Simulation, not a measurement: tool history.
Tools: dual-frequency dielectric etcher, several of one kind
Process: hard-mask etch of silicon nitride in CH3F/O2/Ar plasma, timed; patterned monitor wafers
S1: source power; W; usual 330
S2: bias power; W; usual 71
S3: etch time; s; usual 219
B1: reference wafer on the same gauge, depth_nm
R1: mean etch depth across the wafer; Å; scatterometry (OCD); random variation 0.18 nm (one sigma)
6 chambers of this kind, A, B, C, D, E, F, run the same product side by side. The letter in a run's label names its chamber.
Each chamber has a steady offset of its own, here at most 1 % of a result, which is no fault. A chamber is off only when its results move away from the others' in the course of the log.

run,hour,S1,S2,S3,B1,R1
1B,6.9,330,71,219,166.98,1426.1
# hour 9.9: chamber B: wet clean of the chamber
2D,19.3,330,71,219,166.95,1416.7
3C,29.7,330,71,219,166.97,1413.8
4A,39.1,330,71,219,166.98,1406
5F,50,410,71,219,166.92,1539.4
# hour 53.4: chamber A: source power generator calibrated
6E,62.3,410,71,219,166.84,1545.1
7C,74.2,410,71,219,166.8,1533.1
8E,87.1,410,71,219,166.83,1546
9A,95.1,410,71,219,166.8,1523.9
10F,104.8,410,71,219,166.81,1544.7
11B,114.3,330,71,219,166.79,1421.5
# hour 120.2: chamber F: wet clean of the chamber
12D,121.4,330,71,242,166.77,1563
13D,131.3,330,71,242,166.67,1562.9
14E,139.5,330,71,242,166.72,1568.5
15A,151.7,330,71,242,166.67,1553
16F,161.7,330,71,242,166.7,1566.1
17C,170.8,330,71,242,166.7,1557.2
18B,179.1,330,71,219,166.63,1418.6
# hour 187.5: chamber D: wet clean of the chamber
19E,189.9,330,71,219,166.55,1419.1
20A,201.2,390,71,271.5,166.59,1852.2
# hour 208.2: chamber E: bias power generator calibrated
21B,209.4,390,71,271.5,166.59,1871.5
# hour 213.5: chamber A: wet clean of the chamber
22F,215.6,390,71,271.5,166.58,1866.2
23D,225.9,390,71,271.5,166.44,1866.1
24C,238,390,71,271.5,166.46,1859.3
25F,244.9,390,71,271.5,166.52,1869.5
26D,251.2,330,71,219,166.49,1415.1
27A,260.2,330,71,219,166.44,1401.8
28B,267.3,330,71,219,166.46,1419.2
29C,276,330,71,219,166.41,1410.6
30E,282.9,330,71,219,166.43,1419.1
31E,290.4,330,71,219,166.38,1417.8
32F,298.8,330,71,219,166.4,1414.9
33B,308.8,330,71,219,166.34,1416.2
34C,317.4,330,71,219,166.39,1405.6
35D,324,330,71,219,166.29,1411.9
36A,331.5,330,82,219,166.28,1475.1
37C,339.5,330,82,219,166.25,1485.2
# hour 341.7: chamber E: wet clean of the chamber
38A,349.8,330,82,219,166.24,1474.4
39E,356.7,330,82,219,166.25,1485.1
40F,367.7,330,82,219,166.24,1487.7
41B,375.2,330,82,219,166.19,1492.3
42D,381,330,71,219,166.22,1411.3
43F,389.3,330,71,219,166.18,1414.6
44D,396.2,330,71,219,166.22,1414

Next, every chamber runs the same settings. What will each give?
45A,405.6,330,71,219,,?
45B,405.6,330,71,219,,?
45C,405.6,330,71,219,,?
45D,405.6,330,71,219,,?
45E,405.6,330,71,219,,?
45F,405.6,330,71,219,,?

run,R1
45A,1402.3
45B,1416.7
45C,1406.8
45D,1411.9
45E,1415.3
45F,1409.4
